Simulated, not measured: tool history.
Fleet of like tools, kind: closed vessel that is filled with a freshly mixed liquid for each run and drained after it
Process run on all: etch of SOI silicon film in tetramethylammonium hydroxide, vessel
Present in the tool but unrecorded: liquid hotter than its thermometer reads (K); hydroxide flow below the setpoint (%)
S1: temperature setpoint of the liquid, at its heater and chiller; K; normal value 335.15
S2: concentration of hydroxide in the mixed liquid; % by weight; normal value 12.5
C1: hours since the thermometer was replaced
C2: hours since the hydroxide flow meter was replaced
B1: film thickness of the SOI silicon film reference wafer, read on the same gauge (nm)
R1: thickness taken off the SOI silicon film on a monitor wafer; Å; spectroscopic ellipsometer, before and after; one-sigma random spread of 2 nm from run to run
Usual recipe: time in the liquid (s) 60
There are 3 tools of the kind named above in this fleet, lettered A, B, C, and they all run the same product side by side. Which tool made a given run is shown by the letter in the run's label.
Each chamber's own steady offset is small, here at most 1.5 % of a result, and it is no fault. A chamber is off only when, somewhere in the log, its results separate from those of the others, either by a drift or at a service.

Run 1A, hour 2.5: usual settings; C1 1284.3; C2 830.6; B1 120. Result: R1 2504.8 Å.
Run 2C, hour 5.6: usual settings; C1 761.3; C2 918.3; B1 120. Result: R1 2460.1 Å.
Run 3B, hour 11.2: usual settings; C1 1339; C2 64.6; B1 120. Result: R1 2489.7 Å.
Run 4B, hour 14.9: usual settings; C1 1342.7; C2 68.3; B1 120.01. Result: R1 2455.1 Å.
Run 5C, hour 20.5: usual settings; C1 776.2; C2 933.2; B1 119.97. Result: R1 2478.9 Å.
Run 6A, hour 25.5: usual settings; C1 1307.3; C2 853.6; B1 120. Result: R1 2516 Å.
Run 7C, hour 29.7: usual settings; C1 785.4; C2 942.4; B1 120. Result: R1 2506.2 Å.
Run 8A, hour 34.8: usual settings; C1 1316.6; C2 862.9; B1 120. Result: R1 2496.5 Å.
Run 9B, hour 40.7: usual settings; C1 1368.5; C2 94.1; B1 120.01. Result: R1 2471.4 Å.
Run 10B, hour 43.3: usual settings; C1 1371.1; C2 96.7; B1 120.01. Result: R1 2483.1 Å.
Run 11A, hour 47.1: usual settings but S1 338.15 K, S2 11 % by weight; C1 1328.9; C2 875.2; B1 120.02. Result: R1 3176.6 Å.
Run 12C, hour 52.5: usual settings but S1 338.15 K, S2 11 % by weight; C1 808.2; C2 965.2; B1 119.99. Result: R1 3168.8 Å.
Run 13A, hour 55.6: usual settings but S1 338.15 K, S2 11 % by weight; C1 1337.4; C2 883.7; B1 120.02. Result: R1 3209.7 Å.
Run 14C, hour 61: usual settings; C1 816.7; C2 973.7; B1 120.01. Result: R1 2486.1 Å.
Run 15B, hour 65.6: usual settings; C1 1393.4; C2 119; B1 120. Result: R1 2505.6 Å.
Run 16A, hour 69.2: usual settings; C1 1351; C2 897.3; B1 119.99. Result: R1 2504.1 Å.
Run 17C, hour 73.9: usual settings; C1 829.6; C2 986.6; B1 119.99. Result: R1 2489.2 Å.
Run 18B, hour 77: usual settings; C1 1404.8; C2 130.4; B1 120.03. Result: R1 2510.3 Å.
Run 19A, hour 79.9: usual settings; C1 1361.7; C2 908; B1 119.99. Result: R1 2498.9 Å.
Run 20C, hour 85.3: usual settings; C1 841; C2 998; B1 119.99. Result: R1 2504.2 Å.
Run 21B, hour 90.4: usual settings; C1 1418.2; C2 143.8; B1 119.98. Result: R1 2463.2 Å.
Run 22C, hour 95.2: usual settings; C1 850.9; C2 1007.9; B1 120. Result: R1 2521.9 Å.
Run 23A, hour 100: usual settings; C1 1381.8; C2 928.1; B1 119.99. Result: R1 2533.5 Å.
Run 24B, hour 105.8: usual settings; C1 1433.6; C2 159.2; B1 120.03. Result: R1 2474.6 Å.
Run 25A, hour 110.2: usual settings; C1 1392; C2 938.3; B1 119.97. Result: R1 2520.5 Å.
Run 26B, hour 113.1: usual settings; C1 1440.9; C2 166.5; B1 120. Result: R1 2449.6 Å.
Run 27C, hour 116.5: usual settings but S1 341.65 K, S2 10.5 % by weight; C1 872.2; C2 1029.2; B1 119.99. Result: R1 4001.1 Å.
Run 28C, hour 120.2: usual settings but S1 341.65 K, S2 10.5 % by weight; C1 875.9; C2 1032.9; B1 120. Result: R1 3991 Å.
Run 29A, hour 124.3: usual settings but S1 341.65 K, S2 10.5 % by weight; C1 1406.1; C2 952.4; B1 119.99. Result: R1 3974.4 Å.
Run 30B, hour 128.9: usual settings; C1 1456.7; C2 182.3; B1 120.01. Result: R1 2476.2 Å.
Run 31A, hour 133: usual settings; C1 1414.8; C2 961.1; B1 120.02. Result: R1 2480.6 Å.
Run 32C, hour 138.4: usual settings; C1 894.1; C2 1051.1; B1 120. Result: R1 2598.7 Å.
Run 33B, hour 141.3: usual settings; C1 1469.1; C2 194.7; B1 119.96. Result: R1 2456.2 Å.
Run 34A, hour 144.3: usual settings but S1 328.15 K, time in the liquid (s) 85; C1 1426.1; C2 972.4; B1 120.01. Result: R1 2301.1 Å.
Run 35B, hour 147.7: usual settings but S1 328.15 K, time in the liquid (s) 85; C1 1475.5; C2 201.1; B1 119.99. Result: R1 2277.8 Å.
Run 36C, hour 152.9: usual settings but S1 328.15 K, time in the liquid (s) 85; C1 908.6; C2 1065.6; B1 119.98. Result: R1 2386.1 Å.
Run 37C, hour 155.6: usual settings; C1 911.3; C2 1068.3; B1 120. Result: R1 2601 Å.
Run 38B, hour 159.7: usual settings; C1 1487.5; C2 213.1; B1 119.99. Result: R1 2515.2 Å.
Run 39A, hour 165.2: usual settings; C1 1447; C2 993.3; B1 119.99. Result: R1 2501.7 Å.

Which is it: a chamber that has drifted or been left off by a service, a gauge drift common to all chambers, or only each chamber's usual small offset? If a chamber is off, name it and its likeliest cause.

Chamber C drifts away from the others.
Cause: liquid hotter than its thermometer reads (K) = 0.952.
Not necessarily distinguishable in this log from: hydroxide flow below the setpoint (%).

Here are 4 candidates for chamber C's next run, each the usual settings with a change, their results left as question marks. Which one brings its results back in line with what the others give on the usual settings?
In line means no further than this from the other chambers' mean on the usual settings: R1 69 Å
Run 40C-1, hour 169.3: usual settings but S2 15.5 % by weight. Result: R1 ?.
Run 40C-2, hour 169.3: usual settings but S2 9.5 % by weight. Result: R1 ?.
Run 40C-3, hour 169.3: usual settings but S2 14 % by weight. Result: R1 ?.
Run 40C-4, hour 169.3: usual settings but S2 11 % by weight. Result: R1 ?.

Mean of the other chambers on the usual settings: R1 2501 Å
  run      R1
40C-1  2369.2
40C-2  2905.1
40C-3  2484.6
40C-4    2755
40C-3 brings the chamber back in line.

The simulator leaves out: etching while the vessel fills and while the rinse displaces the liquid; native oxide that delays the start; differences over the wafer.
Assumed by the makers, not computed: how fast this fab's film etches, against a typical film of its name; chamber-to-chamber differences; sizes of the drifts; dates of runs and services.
